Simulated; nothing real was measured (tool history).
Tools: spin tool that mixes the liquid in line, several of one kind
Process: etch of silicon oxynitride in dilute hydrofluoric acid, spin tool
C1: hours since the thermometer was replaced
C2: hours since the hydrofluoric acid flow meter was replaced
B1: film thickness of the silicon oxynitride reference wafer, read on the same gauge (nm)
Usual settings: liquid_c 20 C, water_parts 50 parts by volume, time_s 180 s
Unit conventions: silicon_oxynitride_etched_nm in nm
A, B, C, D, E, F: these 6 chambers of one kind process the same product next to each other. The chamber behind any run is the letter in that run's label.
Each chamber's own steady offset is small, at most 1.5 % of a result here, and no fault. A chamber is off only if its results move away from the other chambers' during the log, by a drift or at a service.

{"run": "1F", "hour": 6.7, "liquid_c": 20, "water_parts": 50, "time_s": 180, "C1": 1113.2, "C2": 539, "B1": 69.99, "silicon_oxynitride_etched_nm": 7.7682}
{"run": "2A", "hour": 14.1, "liquid_c": 20, "water_parts": 50, "time_s": 180, "C1": 394.4, "C2": 815.9, "B1": 69.985, "silicon_oxynitride_etched_nm": 7.6525}
{"run": "3E", "hour": 26.5, "liquid_c": 20, "water_parts": 50, "time_s": 180, "C1": 425, "C2": 1775, "B1": 70.007, "silicon_oxynitride_etched_nm": 7.5707}
{"run": "4D", "hour": 35.4, "liquid_c": 20, "water_parts": 50, "time_s": 180, "C1": 903.4, "C2": 343.8, "B1": 70.016, "silicon_oxynitride_etched_nm": 7.7582}
{"run": "5B", "hour": 49.2, "liquid_c": 20, "water_parts": 50, "time_s": 180, "C1": 699.9, "C2": 385.3, "B1": 69.997, "silicon_oxynitride_etched_nm": 7.672}
{"run": "6C", "hour": 56.8, "liquid_c": 20, "water_parts": 50, "time_s": 180, "C1": 894.3, "C2": 203.4, "B1": 70.005, "silicon_oxynitride_etched_nm": 7.8106}
{"run": "7C", "hour": 64.4, "liquid_c": 20, "water_parts": 50, "time_s": 180, "C1": 901.9, "C2": 211, "B1": 70, "silicon_oxynitride_etched_nm": 7.8187}
{"run": "8A", "hour": 79.7, "liquid_c": 20, "water_parts": 50, "time_s": 180, "C1": 460, "C2": 881.5, "B1": 69.982, "silicon_oxynitride_etched_nm": 7.6612}
{"run": "9D", "hour": 93.0, "liquid_c": 22.5, "water_parts": 70, "time_s": 180, "C1": 961, "C2": 401.4, "B1": 69.972, "silicon_oxynitride_etched_nm": 6.0712}
{"run": "10B", "hour": 107.4, "liquid_c": 22.5, "water_parts": 70, "time_s": 180, "C1": 758.1, "C2": 443.5, "B1": 70.004, "silicon_oxynitride_etched_nm": 6.211}
{"hour": 110.1, "done": "chamber E: hydrofluoric acid flow meter replaced"}
{"run": "11F", "hour": 121.9, "liquid_c": 22.5, "water_parts": 70, "time_s": 180, "C1": 1228.4, "C2": 654.2, "B1": 69.977, "silicon_oxynitride_etched_nm": 6.1217}
{"run": "12E", "hour": 136.1, "liquid_c": 22.5, "water_parts": 70, "time_s": 180, "C1": 534.6, "C2": 26.1, "B1": 69.977, "silicon_oxynitride_etched_nm": 6.2495}
{"run": "13F", "hour": 144.0, "liquid_c": 22.5, "water_parts": 70, "time_s": 180, "C1": 1250.5, "C2": 676.3, "B1": 70.031, "silicon_oxynitride_etched_nm": 6.1699}
{"hour": 151.4, "done": "chamber F: hydrofluoric acid flow meter replaced"}
{"run": "14A", "hour": 152.0, "liquid_c": 22.5, "water_parts": 70, "time_s": 180, "C1": 532.3, "C2": 953.8, "B1": 70.001, "silicon_oxynitride_etched_nm": 6.0694}
{"run": "15C", "hour": 158.6, "liquid_c": 20, "water_parts": 50, "time_s": 180, "C1": 996.1, "C2": 305.2, "B1": 70.022, "silicon_oxynitride_etched_nm": 7.7238}
{"hour": 161.1, "done": "chamber B: thermometer replaced"}
{"hour": 161.3, "done": "chamber D: hydrofluoric acid flow meter replaced"}
{"run": "16E", "hour": 166.9, "liquid_c": 20, "water_parts": 50, "time_s": 180, "C1": 565.4, "C2": 56.9, "B1": 70.002, "silicon_oxynitride_etched_nm": 7.7371}
{"run": "17D", "hour": 175.1, "liquid_c": 20, "water_parts": 50, "time_s": 180, "C1": 1043.1, "C2": 13.9, "B1": 69.99, "silicon_oxynitride_etched_nm": 7.6832}
{"run": "18B", "hour": 185.0, "liquid_c": 20, "water_parts": 50, "time_s": 180, "C1": 23.9, "C2": 521.1, "B1": 70.004, "silicon_oxynitride_etched_nm": 7.7021}
{"hour": 191.9, "done": "chamber F: thermometer replaced"}
{"run": "19E", "hour": 197.0, "liquid_c": 20, "water_parts": 50, "time_s": 180, "C1": 595.5, "C2": 87, "B1": 70.015, "silicon_oxynitride_etched_nm": 7.8732}
{"run": "20D", "hour": 208.1, "liquid_c": 20, "water_parts": 50, "time_s": 180, "C1": 1076.1, "C2": 46.9, "B1": 69.993, "silicon_oxynitride_etched_nm": 7.8675}
{"run": "21C", "hour": 217.6, "liquid_c": 20, "water_parts": 50, "time_s": 180, "C1": 1055.1, "C2": 364.2, "B1": 70.006, "silicon_oxynitride_etched_nm": 7.7741}
{"run": "22B", "hour": 230.4, "liquid_c": 20, "water_parts": 50, "time_s": 180, "C1": 69.3, "C2": 566.5, "B1": 69.997, "silicon_oxynitride_etched_nm": 7.7025}
{"run": "23F", "hour": 237.5, "liquid_c": 20, "water_parts": 50, "time_s": 180, "C1": 45.7, "C2": 86.2, "B1": 69.973, "silicon_oxynitride_etched_nm": 7.7074}
{"run": "24A", "hour": 244.2, "liquid_c": 20, "water_parts": 50, "time_s": 180, "C1": 624.5, "C2": 1046, "B1": 70.023, "silicon_oxynitride_etched_nm": 7.5522}
{"run": "25B", "hour": 251.3, "liquid_c": 22, "water_parts": 50, "time_s": 110, "C1": 90.2, "C2": 587.4, "B1": 69.999, "silicon_oxynitride_etched_nm": 5.238}
{"run": "26D", "hour": 266.2, "liquid_c": 22, "water_parts": 50, "time_s": 110, "C1": 1134.2, "C2": 105, "B1": 69.993, "silicon_oxynitride_etched_nm": 5.204}
{"run": "27F", "hour": 273.5, "liquid_c": 22, "water_parts": 50, "time_s": 110, "C1": 81.7, "C2": 122.2, "B1": 70.021, "silicon_oxynitride_etched_nm": 5.2025}
{"run": "28C", "hour": 285.0, "liquid_c": 22, "water_parts": 50, "time_s": 110, "C1": 1122.5, "C2": 431.6, "B1": 70.002, "silicon_oxynitride_etched_nm": 5.2413}
{"run": "29A", "hour": 298.3, "liquid_c": 22, "water_parts": 50, "time_s": 110, "C1": 678.6, "C2": 1100.1, "B1": 70.02, "silicon_oxynitride_etched_nm": 5.0521}
{"run": "30E", "hour": 311.6, "liquid_c": 22, "water_parts": 50, "time_s": 110, "C1": 710.1, "C2": 201.6, "B1": 70.002, "silicon_oxynitride_etched_nm": 5.2427}
{"hour": 321.9, "done": "chamber E: thermometer replaced"}
{"hour": 323.2, "done": "chamber D: thermometer replaced"}
{"run": "31C", "hour": 323.3, "liquid_c": 20, "water_parts": 50, "time_s": 180, "C1": 1160.8, "C2": 469.9, "B1": 69.999, "silicon_oxynitride_etched_nm": 7.7574}
{"hour": 334.2, "done": "chamber B: hydrofluoric acid flow meter replaced"}
{"run": "32B", "hour": 335.1, "liquid_c": 20, "water_parts": 50, "time_s": 180, "C1": 174, "C2": 0.9, "B1": 70.005, "silicon_oxynitride_etched_nm": 7.7737}
{"run": "33A", "hour": 348.5, "liquid_c": 20, "water_parts": 50, "time_s": 180, "C1": 728.8, "C2": 1150.3, "B1": 69.98, "silicon_oxynitride_etched_nm": 7.4792}
{"run": "34E", "hour": 363.6, "liquid_c": 20, "water_parts": 50, "time_s": 180, "C1": 41.8, "C2": 253.6, "B1": 69.993, "silicon_oxynitride_etched_nm": 7.7691}
{"run": "35D", "hour": 375.1, "liquid_c": 20, "water_parts": 50, "time_s": 180, "C1": 52, "C2": 213.9, "B1": 69.976, "silicon_oxynitride_etched_nm": 7.9299}
{"run": "36F", "hour": 382.7, "liquid_c": 20, "water_parts": 50, "time_s": 180, "C1": 190.9, "C2": 231.4, "B1": 69.991, "silicon_oxynitride_etched_nm": 7.7724}
{"run": "37A", "hour": 394.3, "liquid_c": 20, "water_parts": 50, "time_s": 180, "C1": 774.6, "C2": 1196.1, "B1": 69.998, "silicon_oxynitride_etched_nm": 7.3674}
{"run": "38E", "hour": 406.5, "liquid_c": 20, "water_parts": 50, "time_s": 180, "C1": 84.7, "C2": 296.5, "B1": 70.02, "silicon_oxynitride_etched_nm": 7.7103}
{"run": "39B", "hour": 418.2, "liquid_c": 20, "water_parts": 50, "time_s": 180, "C1": 257.1, "C2": 84, "B1": 69.991, "silicon_oxynitride_etched_nm": 7.6471}
{"run": "40F", "hour": 432.7, "liquid_c": 20, "water_parts": 50, "time_s": 180, "C1": 240.9, "C2": 281.4, "B1": 69.98, "silicon_oxynitride_etched_nm": 7.7606}
{"run": "41D", "hour": 447.4, "liquid_c": 20, "water_parts": 50, "time_s": 180, "C1": 124.3, "C2": 286.2, "B1": 70.016, "silicon_oxynitride_etched_nm": 7.833}
{"run": "42C", "hour": 454.5, "liquid_c": 17, "water_parts": 50, "time_s": 245, "C1": 1292, "C2": 601.1, "B1": 69.983, "silicon_oxynitride_etched_nm": 9.0134}
{"run": "43A", "hour": 467.4, "liquid_c": 17, "water_parts": 50, "time_s": 245, "C1": 847.7, "C2": 1269.2, "B1": 69.996, "silicon_oxynitride_etched_nm": 8.6368}

Predict what each chamber gives when all 6 of them run the settings below next.
{"run": "44A", "hour": 478.4, "liquid_c": 20, "water_parts": 50, "time_s": 180, "silicon_oxynitride_etched_nm": "?"}
{"run": "44B", "hour": 478.4, "liquid_c": 20, "water_parts": 50, "time_s": 180, "silicon_oxynitride_etched_nm": "?"}
{"run": "44C", "hour": 478.4, "liquid_c": 20, "water_parts": 50, "time_s": 180, "silicon_oxynitride_etched_nm": "?"}
{"run": "44D", "hour": 478.4, "liquid_c": 20, "water_parts": 50, "time_s": 180, "silicon_oxynitride_etched_nm": "?"}
{"run": "44E", "hour": 478.4, "liquid_c": 20, "water_parts": 50, "time_s": 180, "silicon_oxynitride_etched_nm": "?"}
{"run": "44F", "hour": 478.4, "liquid_c": 20, "water_parts": 50, "time_s": 180, "silicon_oxynitride_etched_nm": "?"}

run=44A silicon_oxynitride_etched_nm=7.2903
run=44B silicon_oxynitride_etched_nm=7.7434
run=44C silicon_oxynitride_etched_nm=7.7415
run=44D silicon_oxynitride_etched_nm=7.858
run=44E silicon_oxynitride_etched_nm=7.7446
run=44F silicon_oxynitride_etched_nm=7.6516
